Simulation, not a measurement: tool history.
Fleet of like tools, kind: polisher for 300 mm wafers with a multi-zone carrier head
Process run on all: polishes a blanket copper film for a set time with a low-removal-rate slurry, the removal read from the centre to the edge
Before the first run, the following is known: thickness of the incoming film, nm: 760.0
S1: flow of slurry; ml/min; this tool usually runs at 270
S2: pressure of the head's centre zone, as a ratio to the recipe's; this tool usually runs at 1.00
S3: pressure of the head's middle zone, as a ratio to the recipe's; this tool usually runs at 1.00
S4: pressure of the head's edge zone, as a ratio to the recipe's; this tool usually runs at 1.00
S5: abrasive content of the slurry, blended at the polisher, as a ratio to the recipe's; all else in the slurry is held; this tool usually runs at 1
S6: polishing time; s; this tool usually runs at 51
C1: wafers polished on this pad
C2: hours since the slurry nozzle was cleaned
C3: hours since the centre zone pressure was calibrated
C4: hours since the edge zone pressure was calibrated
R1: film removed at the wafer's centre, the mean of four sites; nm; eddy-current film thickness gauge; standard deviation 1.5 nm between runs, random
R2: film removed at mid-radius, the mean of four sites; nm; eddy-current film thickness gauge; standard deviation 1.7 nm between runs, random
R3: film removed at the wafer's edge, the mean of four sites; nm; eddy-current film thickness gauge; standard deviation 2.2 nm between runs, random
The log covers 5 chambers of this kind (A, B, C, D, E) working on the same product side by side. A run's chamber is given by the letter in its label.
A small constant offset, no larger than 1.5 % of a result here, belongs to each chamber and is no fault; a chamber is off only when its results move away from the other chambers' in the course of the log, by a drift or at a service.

run   hour   S1    S2    S3    S4  S5  S6    C1     C2      C3     C4      R1      R2      R3
       6.0  -- chamber E: worn pad replaced by a new one
 1D   13.6  270  1.00  1.00  1.00   1  51   430  165.6   860.2  323.4  145.60  148.56  146.67
      17.4  -- chamber A: worn pad replaced by a new one
 2E   25.6  270  1.00  1.00  1.00   1  51   221   89.0   211.1  559.8  143.36  146.52  144.97
 3C   36.3  270  1.00  1.00  1.00   1  51  1059  263.5   394.1  588.3  150.00  145.54  145.78
      37.9  -- chamber C: worn pad replaced by a new one
 4A   50.6  270  1.00  1.00  1.00   1  51   374  131.7   840.4   71.5  148.11  144.93  148.35
 5B   65.4  335  1.08  1.00  1.00   1  51   792  139.2   838.0  140.4  162.05  147.48  150.52
 6D   73.3  335  1.08  1.00  1.00   1  51  1101  225.3   919.9  383.1  165.25  150.11  153.10
 7B   81.2  335  1.08  1.00  1.00   1  51   970  155.0   853.8  156.2  162.71  149.88  150.27
 8A   95.0  335  1.08  1.00  1.00   1  51   873  176.1   884.8  115.9  163.30  145.87  150.57
 9E  105.1  335  1.08  1.00  1.00   1  51  1114  168.5   290.6  639.3  164.01  152.09  148.07
     108.4  -- chamber A: worn pad replaced by a new one
     108.5  -- chamber E: worn pad replaced by a new one
     110.5  -- chamber B: worn pad replaced by a new one
     112.1  -- chamber C: slurry nozzle cleaned
10C  113.4  270  1.00  1.00  1.00   1  51   850    1.3   471.2  665.4  148.48  149.50  146.04
     116.3  -- chamber C: worn pad replaced by a new one
11B  129.0  270  1.00  1.00  1.00   1  51   208  202.8   901.6  204.0  146.12  146.87  151.69
12C  139.9  270  1.00  1.00  1.00   1  51   266   27.8   497.7  691.9  149.37  146.72  149.15
13E  148.9  270  1.00  1.00  1.00   1  51   455  212.3   334.4  683.1  145.42  149.61  142.33
14D  159.4  270  1.00  1.00  1.00   1  51  2069  311.4  1006.0  469.2  145.77  149.31  152.40
15A  170.4  270  1.00  1.00  1.00   1  51   697  251.5   960.2  191.3  144.50  147.34  146.63
     171.1  -- chamber D: centre zone pressure recalibrated
     175.0  -- chamber A: centre zone pressure recalibrated
16B  183.0  270  1.00  1.00  1.00   1  51   816  256.8   955.6  258.0  147.90  152.03  147.96
17D  197.0  270  1.00  1.00  1.00   1  51  2492  349.0    25.9  506.8  145.34  147.53  148.46
     200.4  -- chamber C: worn pad replaced by a new one
     201.3  -- chamber A: worn pad replaced by a new one
18E  205.3  270  1.00  1.00  1.00   1  51  1089  268.7   390.8  739.5  144.12  145.99  145.30
     207.5  -- chamber E: worn pad replaced by a new one
     207.7  -- chamber E: centre zone pressure recalibrated
19C  213.8  270  1.00  1.00  1.00   1  51   151  101.7   571.6  765.8  148.99  142.04  150.10
     225.6  -- chamber E: edge zone pressure recalibrated
20A  226.4  270  0.94  0.96  1.00   1  51   283  307.5    51.4  247.3  136.86  141.46  149.42
21E  235.9  270  0.94  0.96  1.00   1  51   320  299.3    28.3   10.3  135.82  143.25  144.40
     236.1  -- chamber B: worn pad replaced by a new one
22B  243.3  270  0.94  0.96  1.00   1  51    81  317.1  1015.9  318.3  137.42  142.92  145.01
23D  251.9  270  0.94  0.96  1.00   1  51  3109  403.9    80.8  561.7  135.75  140.78  145.39
24C  259.8  270  0.94  0.96  1.00   1  51   668  147.7   617.6  811.8  137.68  141.48  150.01
     266.3  -- chamber E: slurry nozzle cleaned
25A  272.6  270  1.00  1.00  1.00   1  51   802  353.7    97.6  293.5  147.23  146.37  153.23
26C  279.7  270  1.00  1.00  1.00   1  51   892  167.6   637.5  831.7  149.08  147.76  145.72
     281.9  -- chamber C: worn pad replaced by a new one
     284.8  -- chamber C: edge zone pressure recalibrated
27B  288.4  270  1.00  1.00  1.00   1  56   588  362.2  1061.0  363.4  163.84  157.90  161.97
     294.8  -- chamber A: worn pad replaced by a new one
28E  302.6  270  1.00  1.00  1.00   1  56  1069   36.4    95.0   77.0  162.52  159.57  159.16
     307.5  -- chamber E: worn pad replaced by a new one
29A  314.2  270  1.00  1.00  1.00   1  56   218  395.3   139.2  335.1  160.87  158.88  163.08
30D  327.7  270  1.00  1.00  1.00   1  56  3961  479.7   156.6  637.5  155.12  154.31  154.83
31A  341.1  270  1.00  1.00  1.00   1  56   520  422.2   166.1  362.0  161.44  162.94  162.77
     353.2  -- chamber B: worn pad replaced by a new one
     355.7  -- chamber D: slurry nozzle cleaned
32D  356.4  270  1.00  1.00  1.00   1  51  4284    0.7   185.3  666.2  136.33  140.27  137.21
     366.8  -- chamber C: worn pad replaced by a new one
33E  367.0  270  1.00  1.00  1.00   1  51   669  100.8   159.4  141.4  145.69  147.36  145.90
34B  379.8  270  1.00  1.00  0.96   1  51   299  453.6  1152.4  454.8  144.85  146.71  143.64
     389.2  -- chamber E: worn pad replaced by a new one
     389.6  -- chamber A: worn pad replaced by a new one
35C  392.6  270  1.00  1.00  0.96   1  51   290  280.5   750.4  107.8  148.72  148.07  147.17
36C  406.2  270  1.00  1.00  0.96   1  51   443  294.1   764.0  121.4  146.62  148.22  142.53
37A  417.7  270  1.00  1.00  0.96   1  51   316  498.8   242.7  438.6  147.24  146.48  147.03
38E  430.9  270  1.00  1.00  0.96   1  51   468  164.7   223.3  205.3  147.32  144.90  144.94
39D  446.1  270  1.00  1.00  1.00   1  51  5293   90.4   275.0  755.9  132.83  132.10  133.27

Is one chamber off against the others, does the gauge drift, or is nothing wrong? If a chamber is off, say which, and what the likeliest cause is.

It is chamber D that slowly wanders off from its peers.
What lies behind it: removal rate lost through wear of the pad, % = 9.9.

Here are 4 candidates for chamber D's next run, each the usual settings with a change, their results left as question marks. Which one brings its results back in line with what the others give on the usual settings?
In-line tolerance around the mean of the other chambers on the usual settings: R1 5.10 nm; R2 6.00 nm; R3 7.70 nm
40D-1  457.8  265  0.99  1.00  1.00   1  46                   ?   ?   ?
40D-2  457.8  270  1.00  1.00  1.00   1  49                   ?   ?   ?
40D-3  457.8  275  1.01  1.00  1.00   1  56                   ?   ?   ?
40D-4  457.8  270  1.00  1.00  1.00   1  53                   ?   ?   ?

The other chambers' mean on the usual settings: R1 146.86 nm; R2 146.77 nm; R3 146.97 nm
  run      R1      R2      R3
40D-1  117.98  119.44  119.56
40D-2  127.34  127.48  127.56
40D-3  147.43  145.97  146.00
40D-4  137.73  137.88  137.97
With 40D-3, the chamber falls back in line with the rest.

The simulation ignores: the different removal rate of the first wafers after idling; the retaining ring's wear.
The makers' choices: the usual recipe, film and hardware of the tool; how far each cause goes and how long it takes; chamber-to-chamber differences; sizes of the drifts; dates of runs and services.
